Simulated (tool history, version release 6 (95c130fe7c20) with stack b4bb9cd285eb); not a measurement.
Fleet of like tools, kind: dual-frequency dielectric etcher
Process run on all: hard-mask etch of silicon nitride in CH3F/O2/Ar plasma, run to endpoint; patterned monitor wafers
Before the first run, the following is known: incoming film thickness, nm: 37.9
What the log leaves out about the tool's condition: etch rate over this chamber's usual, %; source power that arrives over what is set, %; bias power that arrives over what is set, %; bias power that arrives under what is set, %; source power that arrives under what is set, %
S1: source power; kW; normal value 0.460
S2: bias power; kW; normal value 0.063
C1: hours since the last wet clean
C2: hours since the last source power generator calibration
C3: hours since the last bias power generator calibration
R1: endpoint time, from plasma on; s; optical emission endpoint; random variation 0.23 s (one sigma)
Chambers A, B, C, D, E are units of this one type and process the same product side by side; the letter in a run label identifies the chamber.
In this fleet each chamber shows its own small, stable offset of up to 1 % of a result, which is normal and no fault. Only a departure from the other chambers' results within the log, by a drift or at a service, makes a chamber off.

run 1A hour=12.3 | S1=0.460 S2=0.063 | C1=410.5 C2=1536.8 C3=1746.1 | R1=54.933
run 2E hour=21.8 | S1=0.460 S2=0.063 | C1=173.3 C2=1146.3 C3=108.2 | R1=54.617
run 3C hour=35.0 | S1=0.460 S2=0.063 | C1=254.0 C2=764.8 C3=2436.3 | R1=55.066
run 4B hour=43.8 | S1=0.460 S2=0.063 | C1=330.6 C2=3718.3 C3=2088.5 | R1=54.783
run 5D hour=54.3 | S1=0.460 S2=0.063 | C1=447.1 C2=322.6 C3=1446.3 | R1=54.419
run 6A hour=66.8 | S1=0.460 S2=0.063 | C1=465.0 C2=1591.3 C3=1800.6 | R1=54.694
-- hour=71.6 chamber D: bias power generator calibrated
run 7C hour=75.9 | S1=0.460 S2=0.063 | C1=294.9 C2=805.7 C3=2477.2 | R1=55.283
run 8E hour=89.7 | S1=0.460 S2=0.063 | C1=241.2 C2=1214.2 C3=176.1 | R1=54.224
run 9D hour=98.4 | S1=0.420 S2=0.063 | C1=491.2 C2=366.7 C3=26.8 | R1=56.461
run 10B hour=110.8 | S1=0.420 S2=0.063 | C1=397.6 C2=3785.3 C3=2155.5 | R1=56.930
-- hour=117.6 chamber B: wet clean of the chamber
run 11C hour=117.8 | S1=0.420 S2=0.063 | C1=336.8 C2=847.6 C3=2519.1 | R1=56.901
run 12B hour=128.7 | S1=0.420 S2=0.063 | C1=11.1 C2=3803.2 C3=2173.4 | R1=56.633
run 13D hour=141.7 | S1=0.420 S2=0.063 | C1=534.5 C2=410.0 C3=70.1 | R1=56.217
run 14E hour=148.1 | S1=0.460 S2=0.063 | C1=299.6 C2=1272.6 C3=234.5 | R1=54.487
run 15A hour=156.9 | S1=0.460 S2=0.063 | C1=555.1 C2=1681.4 C3=1890.7 | R1=54.871
run 16D hour=167.4 | S1=0.550 S2=0.063 | C1=560.2 C2=435.7 C3=95.8 | R1=50.832
run 17E hour=178.5 | S1=0.550 S2=0.063 | C1=330.0 C2=1303.0 C3=264.9 | R1=51.080
run 18C hour=188.4 | S1=0.550 S2=0.063 | C1=407.4 C2=918.2 C3=2589.7 | R1=51.051
run 19B hour=195.9 | S1=0.550 S2=0.063 | C1=78.3 C2=3870.4 C3=2240.6 | R1=50.934
-- hour=199.1 chamber D: wet clean of the chamber
-- hour=204.8 chamber C: wet clean of the chamber
run 20A hour=205.9 | S1=0.550 S2=0.063 | C1=604.1 C2=1730.4 C3=1939.7 | R1=50.848
run 21E hour=215.3 | S1=0.460 S2=0.063 | C1=366.8 C2=1339.8 C3=301.7 | R1=54.786
run 22A hour=226.3 | S1=0.530 S2=0.063 | C1=624.5 C2=1750.8 C3=1960.1 | R1=51.733
run 23C hour=233.0 | S1=0.530 S2=0.063 | C1=28.3 C2=962.8 C3=2634.3 | R1=51.931
-- hour=240.6 chamber A: source power generator calibrated
run 24D hour=241.7 | S1=0.530 S2=0.063 | C1=42.6 C2=510.0 C3=170.1 | R1=49.052
run 25B hour=249.1 | S1=0.530 S2=0.063 | C1=131.5 C2=3923.6 C3=2293.8 | R1=51.691
run 26B hour=255.6 | S1=0.530 S2=0.063 | C1=138.0 C2=3930.1 C3=2300.3 | R1=51.298
run 27D hour=267.8 | S1=0.460 S2=0.063 | C1=68.7 C2=536.1 C3=196.2 | R1=51.972
run 28A hour=274.4 | S1=0.460 S2=0.063 | C1=672.6 C2=33.9 C3=2008.2 | R1=54.397
-- hour=278.9 chamber A: wet clean of the chamber
run 29C hour=288.0 | S1=0.460 S2=0.063 | C1=83.3 C2=1017.8 C3=2689.3 | R1=54.986
run 30E hour=296.5 | S1=0.460 S2=0.063 | C1=448.0 C2=1421.0 C3=382.9 | R1=54.687
run 31E hour=308.6 | S1=0.460 S2=0.063 | C1=460.1 C2=1433.1 C3=395.0 | R1=55.120
run 32C hour=319.5 | S1=0.460 S2=0.063 | C1=114.8 C2=1049.3 C3=2720.8 | R1=54.662
run 33D hour=327.7 | S1=0.460 S2=0.063 | C1=128.6 C2=596.0 C3=256.1 | R1=51.652
run 34A hour=339.0 | S1=0.460 S2=0.063 | C1=60.2 C2=98.5 C3=2072.8 | R1=54.571
run 35B hour=348.0 | S1=0.460 S2=0.063 | C1=230.4 C2=4022.5 C3=2392.7 | R1=54.654
run 36C hour=359.2 | S1=0.460 S2=0.063 | C1=154.5 C2=1089.0 C3=2760.5 | R1=55.043
run 37D hour=368.3 | S1=0.460 S2=0.063 | C1=169.2 C2=636.6 C3=296.7 | R1=52.037
-- hour=373.8 chamber E: wet clean of the chamber
run 38E hour=380.3 | S1=0.460 S2=0.063 | C1=6.6 C2=1504.8 C3=466.7 | R1=54.504
run 39A hour=392.0 | S1=0.460 S2=0.063 | C1=113.2 C2=151.5 C3=2125.8 | R1=54.731
run 40B hour=399.1 | S1=0.460 S2=0.063 | C1=281.5 C2=4073.6 C3=2443.8 | R1=54.615
run 41D hour=405.9 | S1=0.460 S2=0.063 | C1=206.8 C2=674.2 C3=334.3 | R1=51.682
run 42B hour=415.6 | S1=0.460 S2=0.063 | C1=298.0 C2=4090.1 C3=2460.3 | R1=54.592
run 43A hour=426.1 | S1=0.500 S2=0.075 | C1=147.3 C2=185.6 C3=2159.9 | R1=50.138

What goes on in this fleet: one chamber off, a drifting gauge, or nothing beyond the chambers' own small offsets? Name the chamber and the cause, if any.

Chamber D came out of a service off from its peers and stayed that way.
Most likely cause: etch rate over this chamber's usual, % = 4.76.

Which of the 4 candidates below, each the usual settings with something changed and its results left as question marks, puts chamber D back in line with what the other chambers give on the usual settings?
Counts as in line when no further than this from what the other chambers average on the usual settings: R1 0.830 s
run 44D-1 hour=436.2 | S1=0.380 S2=0.054 | R1=?
run 44D-2 hour=436.2 | S1=0.390 S2=0.063 | R1=?
run 44D-3 hour=436.2 | S1=0.560 S2=0.074 | R1=?
run 44D-4 hour=436.2 | S1=0.500 S2=0.068 | R1=?

What the other chambers average on the usual settings: R1 54.797 s
run=44D-1 R1=58.636
run=44D-2 R1=55.222
run=44D-3 R1=45.626
run=44D-4 R1=48.992
The answer is 44D-2, which returns the chamber to within the allowed miss of the others.
